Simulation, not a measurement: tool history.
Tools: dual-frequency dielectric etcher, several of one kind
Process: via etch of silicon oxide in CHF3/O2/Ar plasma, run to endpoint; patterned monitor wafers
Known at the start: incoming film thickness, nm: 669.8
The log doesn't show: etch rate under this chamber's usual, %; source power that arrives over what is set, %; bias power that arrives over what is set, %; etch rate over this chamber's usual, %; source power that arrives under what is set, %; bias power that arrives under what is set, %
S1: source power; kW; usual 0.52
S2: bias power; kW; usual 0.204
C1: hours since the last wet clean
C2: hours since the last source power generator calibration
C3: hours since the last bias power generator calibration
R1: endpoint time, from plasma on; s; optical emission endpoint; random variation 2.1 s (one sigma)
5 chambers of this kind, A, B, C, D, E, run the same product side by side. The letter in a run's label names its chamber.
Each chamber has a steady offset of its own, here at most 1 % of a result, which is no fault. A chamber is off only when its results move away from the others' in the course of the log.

run,hour,S1,S2,C1,C2,C3,R1
1E,5.9,0.52,0.204,471.3,983.9,2989.4,341.83
2B,13.7,0.52,0.204,152,1820.3,1171.5,348.65
3A,19.9,0.52,0.204,436.6,548.3,1501.5,344.22
4C,28,0.52,0.204,440.6,52.8,1171.3,341.61
5D,37.2,0.52,0.204,116.7,456.3,3256.6,345.29
6D,41.5,0.52,0.237,121,460.6,3260.9,324.65
# hour 47.3: chamber E: wet clean of the chamber
7B,48,0.52,0.237,186.3,1854.6,1205.8,331.76
8A,54.8,0.52,0.237,471.5,583.2,1536.4,324.55
9C,61.8,0.52,0.237,474.4,86.6,1205.1,324.35
10E,66.9,0.52,0.237,19.7,1044.9,3050.4,324.89
# hour 71.4: chamber A: wet clean of the chamber
11A,71.7,0.52,0.204,0.3,600.1,1553.3,342.49
12C,77.7,0.52,0.204,490.3,102.5,1221,340.56
13D,85.8,0.65,0.204,165.3,504.9,3305.2,315.33
14E,95.5,0.65,0.204,48.3,1073.5,3079,316.85
15B,100.3,0.65,0.204,238.6,1906.9,1258.1,318.98
16D,108.2,0.65,0.204,187.7,527.3,3327.6,317.46
17A,114.6,0.65,0.204,43.2,643,1596.2,315.3
18B,122.6,0.52,0.204,260.9,1929.2,1280.4,346.68
19E,130.1,0.52,0.204,82.9,1108.1,3113.6,341.5
# hour 137.1: chamber C: wet clean of the chamber
20C,138.3,0.52,0.204,1.2,163.1,1281.6,343.58
21A,147.9,0.52,0.204,76.5,676.3,1629.5,345.74
22D,154,0.52,0.204,233.5,573.1,3373.4,348.09
23C,159.2,0.52,0.204,22.1,184,1302.5,342.31
24B,164.7,0.62,0.204,303,1971.3,1322.5,323.45
25E,171,0.62,0.204,123.8,1149,3154.5,319.1
26D,175.7,0.62,0.204,255.2,594.8,3395.1,322.68
27E,181.2,0.62,0.204,134,1159.2,3164.7,316.74
28C,188.6,0.62,0.204,51.5,213.4,1331.9,322.83
29A,194,0.52,0.204,122.6,722.4,1675.6,343.61
30B,200.2,0.52,0.204,338.5,2006.8,1358,343.07
31E,205.4,0.52,0.204,158.2,1183.4,3188.9,339.03
32A,214.3,0.52,0.204,142.9,742.7,1695.9,342.42
33B,222.7,0.52,0.204,361,2029.3,1380.5,344.42

All 5 chambers run these settings next. Forecast each chamber's results:
34A,229.8,0.52,0.204,,,,?
34B,229.8,0.52,0.204,,,,?
34C,229.8,0.52,0.204,,,,?
34D,229.8,0.52,0.204,,,,?
34E,229.8,0.52,0.204,,,,?

run,R1
34A,344.41
34B,346.73
34C,341.21
34D,343.16
34E,340.06
